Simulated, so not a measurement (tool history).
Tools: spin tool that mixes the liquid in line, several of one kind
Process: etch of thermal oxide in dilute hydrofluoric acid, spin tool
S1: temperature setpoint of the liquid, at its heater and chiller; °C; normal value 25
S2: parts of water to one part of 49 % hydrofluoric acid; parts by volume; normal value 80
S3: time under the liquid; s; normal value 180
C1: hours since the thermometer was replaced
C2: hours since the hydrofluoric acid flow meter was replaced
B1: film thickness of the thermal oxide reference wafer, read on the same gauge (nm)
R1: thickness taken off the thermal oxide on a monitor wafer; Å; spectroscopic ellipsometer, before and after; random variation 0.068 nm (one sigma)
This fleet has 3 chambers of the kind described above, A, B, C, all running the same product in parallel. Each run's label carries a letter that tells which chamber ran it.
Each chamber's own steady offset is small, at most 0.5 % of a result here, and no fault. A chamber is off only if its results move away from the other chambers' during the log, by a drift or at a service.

Run 1B, hour 8.5: usual settings; C1 1747.4; C2 325.8; B1 90.024. Result: R1 114.19 Å.
Run 2C, hour 19.5: usual settings; C1 489.4; C2 2822.6; B1 90.009. Result: R1 113.18 Å.
Run 3A, hour 30.9: usual settings; C1 937; C2 186.8; B1 90.017. Result: R1 113.61 Å.
Run 4B, hour 39.1: usual settings; C1 1778; C2 356.4; B1 90.002. Result: R1 114.93 Å.
At hour 40.2: chamber C: hydrofluoric acid flow meter replaced.
Run 5A, hour 46.4: usual settings; C1 952.5; C2 202.3; B1 90.013. Result: R1 113.65 Å.
Run 6C, hour 54.3: usual settings; C1 524.2; C2 14.2; B1 89.999. Result: R1 113.69 Å.
Run 7C, hour 62.2: usual settings; C1 532.1; C2 22.1; B1 89.982. Result: R1 115.15 Å.
Run 8A, hour 71.4: usual settings; C1 977.5; C2 227.3; B1 89.984. Result: R1 113.05 Å.
Run 9B, hour 83.1: usual settings but S3 75 s; C1 1822; C2 400.4; B1 89.986. Result: R1 47.529 Å.
Run 10C, hour 93.8: usual settings but S3 75 s; C1 563.7; C2 53.7; B1 89.997. Result: R1 47.271 Å.
Run 11B, hour 100.3: usual settings but S3 75 s; C1 1839.2; C2 417.6; B1 89.982. Result: R1 47.888 Å.
Run 12A, hour 113.6: usual settings; C1 1019.7; C2 269.5; B1 90.003. Result: R1 114.8 Å.
Run 13B, hour 120.2: usual settings; C1 1859.1; C2 437.5; B1 89.998. Result: R1 115.28 Å.
Run 14A, hour 133.1: usual settings; C1 1039.2; C2 289; B1 89.986. Result: R1 115.43 Å.
Run 15C, hour 145.9: usual settings; C1 615.8; C2 105.8; B1 90.022. Result: R1 114.98 Å.
Run 16C, hour 154.6: usual settings; C1 624.5; C2 114.5; B1 90.033. Result: R1 114.44 Å.
Run 17A, hour 166.7: usual settings; C1 1072.8; C2 322.6; B1 90.009. Result: R1 114.56 Å.
Run 18B, hour 179.6: usual settings; C1 1918.5; C2 496.9; B1 90.01. Result: R1 114.17 Å.
Run 19B, hour 191.4: usual settings; C1 1930.3; C2 508.7; B1 89.999. Result: R1 114.66 Å.
Run 20A, hour 201.9: usual settings; C1 1108; C2 357.8; B1 89.985. Result: R1 112.8 Å.
Run 21C, hour 209: usual settings; C1 678.9; C2 168.9; B1 89.989. Result: R1 113.39 Å.
Run 22A, hour 221.1: usual settings; C1 1127.2; C2 377; B1 89.986. Result: R1 113.69 Å.
Run 23B, hour 227.5: usual settings; C1 1966.4; C2 544.8; B1 90. Result: R1 115.35 Å.
Run 24C, hour 233.5: usual settings but S1 27.5 °C, S3 285 s; C1 703.4; C2 193.4; B1 89.994. Result: R1 194.53 Å.
Run 25C, hour 240.9: usual settings but S1 27.5 °C, S3 285 s; C1 710.8; C2 200.8; B1 90.029. Result: R1 198.49 Å.
Run 26B, hour 249.2: usual settings but S1 27.5 °C, S3 285 s; C1 1988.1; C2 566.5; B1 89.985. Result: R1 199.96 Å.
Run 27A, hour 262.6: usual settings; C1 1168.7; C2 418.5; B1 90.014. Result: R1 113.94 Å.
At hour 263.9: chamber B: thermometer replaced.
Run 28C, hour 275.7: usual settings; C1 745.6; C2 235.6; B1 90.006. Result: R1 110.54 Å.
Run 29A, hour 286.5: usual settings; C1 1192.6; C2 442.4; B1 90.009. Result: R1 113.84 Å.
Run 30B, hour 298.7: usual settings; C1 34.8; C2 616; B1 89.991. Result: R1 116.1 Å.
Run 31C, hour 306.3: usual settings but S1 28 °C; C1 776.2; C2 266.2; B1 89.987. Result: R1 125.38 Å.
Run 32A, hour 313.5: usual settings but S1 28 °C; C1 1219.6; C2 469.4; B1 89.997. Result: R1 128.37 Å.
Run 33B, hour 319.8: usual settings but S1 28 °C; C1 55.9; C2 637.1; B1 90.004. Result: R1 127.89 Å.
Run 34C, hour 330.9: usual settings; C1 800.8; C2 290.8; B1 89.98. Result: R1 109.84 Å.
Run 35A, hour 341.2: usual settings; C1 1247.3; C2 497.1; B1 90.003. Result: R1 115.4 Å.

All 3 chambers run these settings next. Forecast each chamber's results:
Run 36A, hour 351: usual settings. Result: R1 ?.
Run 36B, hour 351: usual settings. Result: R1 ?.
Run 36C, hour 351: usual settings. Result: R1 ?.

run      R1
36A  113.73
36B   115.5
36C  108.77
